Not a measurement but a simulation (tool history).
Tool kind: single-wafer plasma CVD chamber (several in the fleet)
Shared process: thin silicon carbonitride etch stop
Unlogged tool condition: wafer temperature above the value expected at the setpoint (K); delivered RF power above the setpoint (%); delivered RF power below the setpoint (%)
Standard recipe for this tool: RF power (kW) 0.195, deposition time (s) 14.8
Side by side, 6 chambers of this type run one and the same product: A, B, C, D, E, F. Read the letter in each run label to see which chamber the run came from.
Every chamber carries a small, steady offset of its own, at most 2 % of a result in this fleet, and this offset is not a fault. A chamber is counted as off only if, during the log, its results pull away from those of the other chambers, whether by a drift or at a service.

| run | day | RF power (kW) | deposition time (s) | hours since the last thermocouple change | hours since the last RF generator calibration | read-back reference wafer on the same gauge, thickness_nm | mean film thickness on the monitor wafer (angstrom) |
|---|---|---|---|---|---|---|---|
| 1B | 0.275 | 0.195 | 14.8 | 1438.9 | 868.7 | 8.8004 | 84.197 |
| 2A | 0.521 | 0.195 | 14.8 | 814.8 | 656.4 | 8.7975 | 84.18 |
| 3C | 0.821 | 0.195 | 14.8 | 831.6 | 542.8 | 8.801 | 82.136 |
| 4E | 1.192 | 0.195 | 14.8 | 1582.7 | 643.2 | 8.8013 | 83.143 |
| 5D | 1.529 | 0.22 | 15.8 | 230 | 1586.9 | 8.8032 | 92.204 |
| 6F | 1.821 | 0.22 | 15.8 | 417 | 481.4 | 8.7945 | 92.471 |
| 7A | 2.117 | 0.22 | 15.8 | 853.1 | 694.7 | 8.7969 | 93.549 |
| 8B | 2.412 | 0.22 | 15.8 | 1490.2 | 920 | 8.8007 | 92.93 |
| 9F | 2.721 | 0.22 | 15.8 | 438.6 | 503 | 8.8026 | 92.683 |
| 10C | 3.071 | 0.22 | 15.8 | 885.6 | 596.8 | 8.8025 | 90.69 |
| 11D | 3.417 | 0.195 | 14.8 | 275.3 | 1632.2 | 8.7992 | 83.306 |
| 12E | 3.667 | 0.195 | 14.8 | 1642.1 | 702.6 | 8.796 | 83.352 |
| 13B | 3.858 | 0.195 | 14.8 | 1524.9 | 954.7 | 8.8013 | 83.878 |
| 14C | 4.025 | 0.22 | 12.3 | 908.5 | 619.7 | 8.8026 | 70.92 |
| 15A | 4.254 | 0.22 | 12.3 | 904.4 | 746 | 8.7983 | 72.554 |
| 16D | 4.462 | 0.22 | 12.3 | 300.4 | 1657.3 | 8.804 | 72.009 |
| 17E | 4.779 | 0.22 | 12.3 | 1668.8 | 729.3 | 8.8009 | 71.668 |
| 18F | 5.038 | 0.22 | 12.3 | 494.2 | 558.6 | 8.8021 | 71.962 |
| 19E | 5.292 | 0.22 | 12.3 | 1681.1 | 741.6 | 8.7965 | 71.99 |
| 20F | 5.483 | 0.195 | 14.8 | 504.9 | 569.3 | 8.796 | 83.931 |
| 21D | 5.696 | 0.195 | 14.8 | 330 | 1686.9 | 8.8037 | 83.376 |
| 22B | 6.05 | 0.195 | 14.8 | 1577.5 | 1007.3 | 8.8019 | 83.89 |
| 23C | 6.233 | 0.195 | 14.8 | 961.5 | 672.7 | 8.797 | 82.44 |
| 24A | 6.612 | 0.195 | 14.8 | 961 | 802.6 | 8.7973 | 84.339 |
| 25C | 6.979 | 0.195 | 14.8 | 979.4 | 690.6 | 8.797 | 81.909 |
| 26A | 7.258 | 0.195 | 14.8 | 976.5 | 818.1 | 8.8026 | 84.416 |
| 27E | 7.608 | 0.195 | 14.8 | 1736.7 | 797.2 | 8.7981 | 83.334 |
| 28B | 7.821 | 0.195 | 14.8 | 1620 | 1049.8 | 8.802 | 83.976 |
| 29F | 7.983 | 0.195 | 14.8 | 564.9 | 629.3 | 8.7995 | 83.5 |
| 30D | 8.275 | 0.195 | 14.8 | 391.9 | 1748.8 | 8.7947 | 83.193 |
| 31A | 8.538 | 0.195 | 14.8 | 1007.2 | 848.8 | 8.8033 | 84.182 |
| 32F | 8.817 | 0.195 | 14.8 | 584.9 | 649.3 | 8.7982 | 83.488 |
| 33C | 9.05 | 0.195 | 14.8 | 1029.1 | 740.3 | 8.7997 | 82.267 |
| 34B | 9.312 | 0.195 | 14.8 | 1655.8 | 1085.6 | 8.7988 | 83.862 |
| 35E | 9.629 | 0.16 | 16.1 | 1785.2 | 845.7 | 8.7978 | 85.576 |
| 36D | 9.95 | 0.16 | 16.1 | 432.1 | 1789 | 8.7966 | 85.705 |
| 37F | 10.258 | 0.16 | 16.1 | 619.5 | 683.9 | 8.8062 | 85.902 |
| 38D | 10.442 | 0.16 | 16.1 | 443.9 | 1800.8 | 8.7974 | 85.448 |
| 39A | 10.754 | 0.16 | 16.1 | 1060.4 | 902 | 8.8007 | 86.334 |
| 40E | 11.117 | 0.16 | 16.1 | 1820.9 | 881.4 | 8.7967 | 85.294 |
| 41B | 11.488 | 0.195 | 14.8 | 1708 | 1137.8 | 8.7968 | 83.618 |
| 42C | 11.771 | 0.195 | 14.8 | 1094.4 | 805.6 | 8.7968 | 82.405 |
| 43A | 12.038 | 0.195 | 14.8 | 1091.2 | 932.8 | 8.8001 | 84.442 |

What goes on in this fleet: one chamber off, a drifting gauge, or nothing beyond the chambers' own small offsets? Name the chamber and the cause, if any.

Neither any chamber nor the gauge drifts; the chambers differ only by their own small, steady offsets.

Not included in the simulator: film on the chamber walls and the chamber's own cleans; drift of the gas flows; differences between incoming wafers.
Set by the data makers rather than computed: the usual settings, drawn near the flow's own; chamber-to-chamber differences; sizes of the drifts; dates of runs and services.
